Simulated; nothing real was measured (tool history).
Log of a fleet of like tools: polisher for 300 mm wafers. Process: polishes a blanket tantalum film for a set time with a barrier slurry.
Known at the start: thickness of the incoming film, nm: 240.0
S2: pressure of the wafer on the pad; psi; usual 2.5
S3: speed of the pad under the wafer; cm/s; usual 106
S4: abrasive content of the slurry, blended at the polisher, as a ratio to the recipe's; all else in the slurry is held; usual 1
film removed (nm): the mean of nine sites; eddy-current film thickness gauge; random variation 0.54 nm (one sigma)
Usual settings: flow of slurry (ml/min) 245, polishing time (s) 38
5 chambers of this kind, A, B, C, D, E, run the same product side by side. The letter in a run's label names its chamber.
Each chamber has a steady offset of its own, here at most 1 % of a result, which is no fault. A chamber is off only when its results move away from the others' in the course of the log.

{"hour": 1.6, "done": "chamber D: worn pad replaced by a new one"}
{"run": "1A", "hour": 2.8, "flow of slurry (ml/min)": 245, "S2": 2.5, "S3": 106, "S4": 1, "polishing time (s)": 38, "film removed (nm)": 75.043}
{"run": "2B", "hour": 7.0, "flow of slurry (ml/min)": 245, "S2": 2.5, "S3": 106, "S4": 1, "polishing time (s)": 38, "film removed (nm)": 75.965}
{"hour": 8.2, "done": "chamber C: slurry nozzle cleaned"}
{"run": "3E", "hour": 9.7, "flow of slurry (ml/min)": 245, "S2": 2.5, "S3": 106, "S4": 1, "polishing time (s)": 38, "film removed (nm)": 77.524}
{"run": "4D", "hour": 11.8, "flow of slurry (ml/min)": 245, "S2": 2.5, "S3": 106, "S4": 1, "polishing time (s)": 38, "film removed (nm)": 76.612}
{"run": "5C", "hour": 15.9, "flow of slurry (ml/min)": 245, "S2": 3.1, "S3": 106, "S4": 1, "polishing time (s)": 50, "film removed (nm)": 123.52}
{"hour": 16.7, "done": "chamber B: worn pad replaced by a new one"}
{"run": "6B", "hour": 18.6, "flow of slurry (ml/min)": 245, "S2": 3.1, "S3": 106, "S4": 1, "polishing time (s)": 50, "film removed (nm)": 122.02}
{"run": "7E", "hour": 21.8, "flow of slurry (ml/min)": 245, "S2": 3.1, "S3": 106, "S4": 1, "polishing time (s)": 50, "film removed (nm)": 123.23}
{"hour": 23.3, "done": "chamber C: worn pad replaced by a new one"}
{"run": "8C", "hour": 24.2, "flow of slurry (ml/min)": 245, "S2": 3.1, "S3": 106, "S4": 1, "polishing time (s)": 50, "film removed (nm)": 123.76}
{"run": "9A", "hour": 27.9, "flow of slurry (ml/min)": 245, "S2": 3.1, "S3": 106, "S4": 1, "polishing time (s)": 50, "film removed (nm)": 121.35}
{"run": "10D", "hour": 31.4, "flow of slurry (ml/min)": 245, "S2": 2.5, "S3": 106, "S4": 1, "polishing time (s)": 38, "film removed (nm)": 76.588}
{"hour": 32.5, "done": "chamber E: worn pad replaced by a new one"}
{"run": "11E", "hour": 35.4, "flow of slurry (ml/min)": 245, "S2": 2.5, "S3": 106, "S4": 1, "polishing time (s)": 38, "film removed (nm)": 76.295}
{"hour": 36.7, "done": "chamber D: worn pad replaced by a new one"}
{"run": "12C", "hour": 38.6, "flow of slurry (ml/min)": 245, "S2": 2.5, "S3": 106, "S4": 1, "polishing time (s)": 38, "film removed (nm)": 75.716}
{"run": "13D", "hour": 40.9, "flow of slurry (ml/min)": 245, "S2": 2.5, "S3": 106, "S4": 1, "polishing time (s)": 38, "film removed (nm)": 76.585}
{"run": "14B", "hour": 44.1, "flow of slurry (ml/min)": 245, "S2": 2.5, "S3": 106, "S4": 1, "polishing time (s)": 38, "film removed (nm)": 75.061}
{"run": "15A", "hour": 46.8, "flow of slurry (ml/min)": 245, "S2": 2.5, "S3": 106, "S4": 1, "polishing time (s)": 38, "film removed (nm)": 74.671}
{"run": "16B", "hour": 49.3, "flow of slurry (ml/min)": 245, "S2": 2.5, "S3": 106, "S4": 1, "polishing time (s)": 38, "film removed (nm)": 75.507}
{"run": "17C", "hour": 53.6, "flow of slurry (ml/min)": 245, "S2": 2.5, "S3": 106, "S4": 1, "polishing time (s)": 38, "film removed (nm)": 74.194}
{"run": "18E", "hour": 57.2, "flow of slurry (ml/min)": 245, "S2": 2.5, "S3": 106, "S4": 1, "polishing time (s)": 38, "film removed (nm)": 75.783}
{"run": "19A", "hour": 60.7, "flow of slurry (ml/min)": 245, "S2": 2.5, "S3": 106, "S4": 1, "polishing time (s)": 38, "film removed (nm)": 74.624}
{"run": "20D", "hour": 63.3, "flow of slurry (ml/min)": 245, "S2": 2.5, "S3": 106, "S4": 1, "polishing time (s)": 38, "film removed (nm)": 75.824}
{"run": "21D", "hour": 65.8, "flow of slurry (ml/min)": 245, "S2": 2.5, "S3": 106, "S4": 1, "polishing time (s)": 38, "film removed (nm)": 75.553}
{"hour": 67.5, "done": "chamber B: worn pad replaced by a new one"}
{"run": "22A", "hour": 67.9, "flow of slurry (ml/min)": 245, "S2": 2.5, "S3": 106, "S4": 1, "polishing time (s)": 38, "film removed (nm)": 75.281}
{"hour": 71.0, "done": "chamber D: worn pad replaced by a new one"}
{"run": "23C", "hour": 71.6, "flow of slurry (ml/min)": 245, "S2": 2.5, "S3": 106, "S4": 1, "polishing time (s)": 38, "film removed (nm)": 75.796}
{"hour": 71.7, "done": "chamber A: worn pad replaced by a new one"}
{"hour": 74.1, "done": "chamber C: head pressure recalibrated"}
{"run": "24B", "hour": 75.3, "flow of slurry (ml/min)": 245, "S2": 2.5, "S3": 106, "S4": 1, "polishing time (s)": 38, "film removed (nm)": 75.882}
{"hour": 79.2, "done": "chamber A: slurry blender recalibrated"}
{"run": "25E", "hour": 79.8, "flow of slurry (ml/min)": 245, "S2": 2.5, "S3": 106, "S4": 1, "polishing time (s)": 38, "film removed (nm)": 75.802}
{"run": "26D", "hour": 84.0, "flow of slurry (ml/min)": 245, "S2": 2.5, "S3": 106, "S4": 1, "polishing time (s)": 38, "film removed (nm)": 76.914}
{"run": "27E", "hour": 86.0, "flow of slurry (ml/min)": 245, "S2": 2.5, "S3": 106, "S4": 1, "polishing time (s)": 38, "film removed (nm)": 76.046}
{"run": "28A", "hour": 88.0, "flow of slurry (ml/min)": 245, "S2": 2.5, "S3": 106, "S4": 1, "polishing time (s)": 38, "film removed (nm)": 75.249}
{"run": "29C", "hour": 92.0, "flow of slurry (ml/min)": 245, "S2": 2.5, "S3": 106, "S4": 1, "polishing time (s)": 38, "film removed (nm)": 74.614}
{"hour": 92.1, "done": "chamber B: slurry blender recalibrated"}
{"run": "30B", "hour": 95.3, "flow of slurry (ml/min)": 245, "S2": 2.9, "S3": 142, "S4": 1, "polishing time (s)": 38, "film removed (nm)": 116.75}
{"run": "31C", "hour": 99.2, "flow of slurry (ml/min)": 245, "S2": 2.9, "S3": 142, "S4": 1, "polishing time (s)": 38, "film removed (nm)": 116.71}

All 5 chambers run these settings next. Forecast each chamber's results:
{"run": "32A", "hour": 102.4, "flow of slurry (ml/min)": 245, "S2": 2.5, "S3": 70, "S4": 1, "polishing time (s)": 38, "film removed (nm)": "?"}
{"run": "32B", "hour": 102.4, "flow of slurry (ml/min)": 245, "S2": 2.5, "S3": 70, "S4": 1, "polishing time (s)": 38, "film removed (nm)": "?"}
{"run": "32C", "hour": 102.4, "flow of slurry (ml/min)": 245, "S2": 2.5, "S3": 70, "S4": 1, "polishing time (s)": 38, "film removed (nm)": "?"}
{"run": "32D", "hour": 102.4, "flow of slurry (ml/min)": 245, "S2": 2.5, "S3": 70, "S4": 1, "polishing time (s)": 38, "film removed (nm)": "?"}
{"run": "32E", "hour": 102.4, "flow of slurry (ml/min)": 245, "S2": 2.5, "S3": 70, "S4": 1, "polishing time (s)": 38, "film removed (nm)": "?"}

run=32A film_removed_(nm)=48.988
run=32B film_removed_(nm)=49.84
run=32C film_removed_(nm)=50.569
run=32D film_removed_(nm)=50.308
run=32E film_removed_(nm)=49.667
